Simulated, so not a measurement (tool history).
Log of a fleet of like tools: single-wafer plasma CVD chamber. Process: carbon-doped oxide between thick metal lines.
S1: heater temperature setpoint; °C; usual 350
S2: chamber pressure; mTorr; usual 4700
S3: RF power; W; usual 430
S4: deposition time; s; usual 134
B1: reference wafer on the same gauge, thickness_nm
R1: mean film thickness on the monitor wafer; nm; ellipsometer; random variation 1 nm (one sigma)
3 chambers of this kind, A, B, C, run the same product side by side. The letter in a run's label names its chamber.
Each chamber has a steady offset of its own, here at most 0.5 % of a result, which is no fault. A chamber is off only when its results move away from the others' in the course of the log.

run   hour   S1    S2   S3   S4      B1      R1
 1A    6.8  350  4700  430  134  612.97  606.88
 2B   13.1  350  4700  430  134  612.77  601.97
 3C   19.4  350  4700  430  134  612.45  606.39
 4C   30.2  350  4700  430  134  612.30  606.68
 5B   35.6  350  4700  430  134  612.43  602.88
 6A   46.9  350  4700  430  134  612.04  605.29
      58.2  -- chamber C: capacitance manometer re-zeroed and calibrated
 7A   58.5  357  4700  350  134  612.03  509.89
 8C   65.6  357  4700  350  134  611.85  511.27
 9B   76.9  357  4700  350  134  612.03  506.79
10B   84.9  350  4700  430  134  611.83  601.80
11C   96.3  350  4700  430  134  611.66  605.08
12A  106.2  350  4700  430  134  611.62  606.54
13A  117.5  350  4700  430  134  611.20  605.18
14C  123.7  350  4700  430  155  610.84  698.74
15B  132.6  350  4700  430  155  611.06  693.84
16C  138.9  350  4700  430  155  611.19  697.98
17B  149.4  350  4700  430  134  610.91  601.94
18A  160.4  350  4700  430  134  610.65  604.51
19B  168.0  350  4700  430  134  610.42  601.75
     170.4  -- chamber C: RF generator calibrated
20A  177.2  350  4700  430  134  610.52  605.67
21C  182.9  350  4700  430  134  610.28  603.91
22C  190.0  350  4700  430  134  610.15  604.75
23A  199.8  350  4700  430  134  609.90  601.99
24B  209.8  350  4700  430  134  609.98  597.42
25B  219.1  350  4700  430  134  609.82  600.83
26A  228.1  350  4700  430  134  609.77  602.35
27C  235.7  350  4700  430  134  609.35  603.51
28B  241.9  350  4700  430  149  609.48  667.93
29C  250.3  350  4700  430  149  609.23  669.78
30A  259.3  350  4700  430  149  609.13  668.84
31A  270.7  350  4700  430  134  609.15  601.60
32B  276.6  361  4700  430  134  608.80  583.09

Next, every chamber runs the same settings. What will each give?
33A  285.1  350  4700  430  134       ?
33B  285.1  350  4700  430  134       ?
33C  285.1  350  4700  430  134       ?

run      R1
33A  602.84
33B  598.47
33C  602.54
